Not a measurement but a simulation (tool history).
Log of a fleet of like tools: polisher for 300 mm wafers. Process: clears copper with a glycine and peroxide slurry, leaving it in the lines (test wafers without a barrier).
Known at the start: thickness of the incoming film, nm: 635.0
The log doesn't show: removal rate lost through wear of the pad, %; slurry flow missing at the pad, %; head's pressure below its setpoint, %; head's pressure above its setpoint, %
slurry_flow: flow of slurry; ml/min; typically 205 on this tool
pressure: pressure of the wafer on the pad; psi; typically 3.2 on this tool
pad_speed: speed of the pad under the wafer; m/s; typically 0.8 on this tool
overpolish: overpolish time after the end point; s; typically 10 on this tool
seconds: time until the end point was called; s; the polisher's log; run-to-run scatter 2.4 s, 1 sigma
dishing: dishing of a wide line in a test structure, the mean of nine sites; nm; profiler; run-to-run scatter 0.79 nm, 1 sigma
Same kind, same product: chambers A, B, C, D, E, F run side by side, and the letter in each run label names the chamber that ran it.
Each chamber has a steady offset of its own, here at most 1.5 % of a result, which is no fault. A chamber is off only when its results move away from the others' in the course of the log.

| run | day | slurry_flow | pressure | pad_speed | overpolish | wafers polished on this pad | hours since the slurry nozzle was cleaned | hours since the head pressure was calibrated | seconds | dishing |
|---|---|---|---|---|---|---|---|---|---|---|
| 1D | 0.196 | 205 | 3.2 | 0.8 | 10 | 374 | 348.2 | 415.5 | 139.22 | 32.532 |
|  | 0.212 | chamber E: slurry nozzle cleaned |
| 2C | 0.45 | 205 | 3.2 | 0.8 | 10 | 542 | 307.7 | 149.4 | 142.69 | 32.426 |
|  | 0.521 | chamber C: slurry nozzle cleaned |
| 3F | 0.717 | 205 | 3.2 | 0.8 | 10 | 277 | 120.8 | 287.3 | 144.21 | 32.127 |
| 4A | 0.929 | 205 | 3.2 | 0.8 | 10 | 733 | 477.3 | 185.2 | 141.76 | 31.972 |
|  | 1.042 | chamber D: worn pad replaced by a new one |
| 5E | 1.054 | 205 | 3.2 | 0.8 | 10 | 837 | 20.3 | 871.4 | 142.53 | 32.755 |
| 6B | 1.171 | 205 | 3.2 | 0.8 | 10 | 794 | 128.4 | 729.5 | 143.55 | 32.909 |
| 7C | 1.392 | 205 | 3.2 | 0.8 | 10 | 752 | 21 | 172 | 143.36 | 33.325 |
| 8F | 1.521 | 205 | 3.2 | 0.8 | 10 | 456 | 140.1 | 306.6 | 144.24 | 31.231 |
| 9D | 1.792 | 205 | 3.2 | 0.8 | 10 | 167 | 386.5 | 453.8 | 146.53 | 32.535 |
|  | 2.058 | chamber E: worn pad replaced by a new one |
| 10E | 2.062 | 205 | 3.2 | 1.02 | 12 | 1 | 44.5 | 895.6 | 118.47 | 46.148 |
|  | 2.133 | chamber A: worn pad replaced by a new one |
| 11A | 2.317 | 205 | 3.2 | 1.02 | 12 | 41 | 510.6 | 218.5 | 116.79 | 44.121 |
|  | 2.421 | chamber D: slurry nozzle cleaned |
|  | 2.442 | chamber B: worn pad replaced by a new one |
| 12B | 2.542 | 205 | 3.2 | 1.02 | 12 | 22 | 161.3 | 762.4 | 116.38 | 44.503 |
| 13B | 2.662 | 205 | 3.2 | 1.02 | 12 | 49 | 164.2 | 765.3 | 115.29 | 44.948 |
| 14C | 2.804 | 205 | 3.2 | 1.02 | 12 | 1067 | 54.9 | 205.9 | 117.15 | 41.869 |
| 15D | 2.967 | 205 | 3.2 | 1.02 | 12 | 429 | 13.1 | 482 | 116.25 | 44.916 |
|  | 2.988 | chamber F: worn pad replaced by a new one |
| 16E | 3.15 | 205 | 3.2 | 0.8 | 10 | 243 | 70.6 | 921.7 | 140.15 | 31.28 |
| 17F | 3.271 | 205 | 3.2 | 0.8 | 10 | 63 | 182.1 | 348.6 | 144.35 | 31.251 |
| 18A | 3.446 | 205 | 3.2 | 0.8 | 10 | 293 | 537.7 | 245.6 | 140.76 | 30.38 |
|  | 3.554 | chamber D: worn pad replaced by a new one |
| 19A | 3.617 | 205 | 3.2 | 0.8 | 10 | 331 | 541.8 | 249.7 | 140.29 | 33.176 |
|  | 3.788 | chamber D: head pressure recalibrated |
| 20D | 3.867 | 205 | 3.2 | 0.9 | 10 | 70 | 34.7 | 1.9 | 130.35 | 35.418 |
| 21B | 4.038 | 205 | 3.2 | 0.9 | 10 | 356 | 197.2 | 798.3 | 131.35 | 34.759 |
| 22E | 4.167 | 205 | 3.2 | 0.9 | 10 | 470 | 95 | 946.1 | 127.92 | 34.74 |
| 23C | 4.371 | 205 | 3.2 | 0.9 | 10 | 1417 | 92.5 | 243.5 | 127.53 | 36.071 |
|  | 4.392 | chamber B: head pressure recalibrated |
|  | 4.488 | chamber C: worn pad replaced by a new one |
| 24F | 4.608 | 205 | 3.2 | 0.9 | 10 | 361 | 214.2 | 380.7 | 128.29 | 34.628 |
| 25B | 4.867 | 205 | 3.2 | 0.9 | 10 | 541 | 217.1 | 11.5 | 129.59 | 33.583 |
| 26E | 5.079 | 205 | 3.2 | 0.8 | 10 | 673 | 116.9 | 968 | 144.54 | 30.161 |
| 27D | 5.233 | 205 | 3.2 | 0.8 | 10 | 374 | 67.5 | 34.7 | 143.23 | 31.66 |
| 28A | 5.354 | 205 | 3.2 | 0.8 | 10 | 718 | 583.5 | 291.4 | 146.12 | 32.169 |
| 29F | 5.596 | 205 | 3.2 | 0.8 | 10 | 581 | 237.9 | 404.4 | 144.65 | 32.388 |
|  | 5.754 | chamber F: slurry nozzle cleaned |
| 30C | 5.846 | 205 | 3.2 | 0.8 | 15 | 302 | 127.9 | 278.9 | 142.71 | 46.79 |
| 31F | 6.062 | 205 | 3.2 | 0.8 | 15 | 685 | 7.4 | 415.6 | 140.93 | 47.127 |
| 32B | 6.229 | 205 | 3.2 | 0.8 | 15 | 845 | 249.8 | 44.2 | 144.1 | 45.254 |
|  | 6.329 | chamber D: worn pad replaced by a new one |
| 33D | 6.425 | 205 | 3.2 | 0.8 | 15 | 21 | 96.1 | 63.3 | 146.47 | 46.822 |
|  | 6.617 | chamber A: worn pad replaced by a new one |
| 34C | 6.646 | 205 | 3.2 | 0.8 | 15 | 481 | 147.1 | 298.1 | 141.19 | 45.738 |
|  | 6.667 | chamber F: worn pad replaced by a new one |
| 35E | 6.788 | 205 | 3.2 | 0.8 | 15 | 1054 | 157.9 | 1009 | 142.8 | 45.943 |
|  | 6.9 | chamber E: worn pad replaced by a new one |
| 36A | 6.921 | 205 | 3.2 | 0.8 | 10 | 68 | 621.1 | 329 | 144.47 | 31.424 |
|  | 7.083 | chamber A: slurry nozzle cleaned |
| 37C | 7.096 | 205 | 3.2 | 0.8 | 10 | 581 | 157.9 | 308.9 | 140.64 | 32.186 |
| 38B | 7.271 | 205 | 3.2 | 0.8 | 10 | 1077 | 274.8 | 69.2 | 145.72 | 32.083 |
| 39D | 7.421 | 205 | 3.2 | 0.8 | 10 | 243 | 120 | 87.2 | 142.63 | 33.114 |
| 40E | 7.654 | 205 | 2.8 | 0.6 | 10 | 168 | 178.7 | 1029.8 | 198.79 | 23.432 |
| 41A | 7.896 | 205 | 2.8 | 0.6 | 10 | 285 | 19.6 | 352.4 | 201.32 | 23.932 |
| 42F | 8.112 | 205 | 2.8 | 0.6 | 10 | 322 | 56.6 | 464.8 | 196.66 | 24.485 |

Next, all 6 chambers run the settings below, one line each with question marks for the results. What does each chamber give?
| 43A | 8.308 | 205 | 3.2 | 0.8 | 10 |  |  |  | ? | ? |
| 43B | 8.308 | 205 | 3.2 | 0.8 | 10 |  |  |  | ? | ? |
| 43C | 8.308 | 205 | 3.2 | 0.8 | 10 |  |  |  | ? | ? |
| 43D | 8.308 | 205 | 3.2 | 0.8 | 10 |  |  |  | ? | ? |
| 43E | 8.308 | 205 | 3.2 | 0.8 | 10 |  |  |  | ? | ? |
| 43F | 8.308 | 205 | 3.2 | 0.8 | 10 |  |  |  | ? | ? |

| run | seconds | dishing |
|---|---|---|
| 43A | 142.72 | 33.332 |
| 43B | 144.81 | 32.207 |
| 43C | 145.03 | 32.084 |
| 43D | 144.71 | 33.132 |
| 43E | 143.49 | 31.192 |
| 43F | 140.63 | 32.572 |
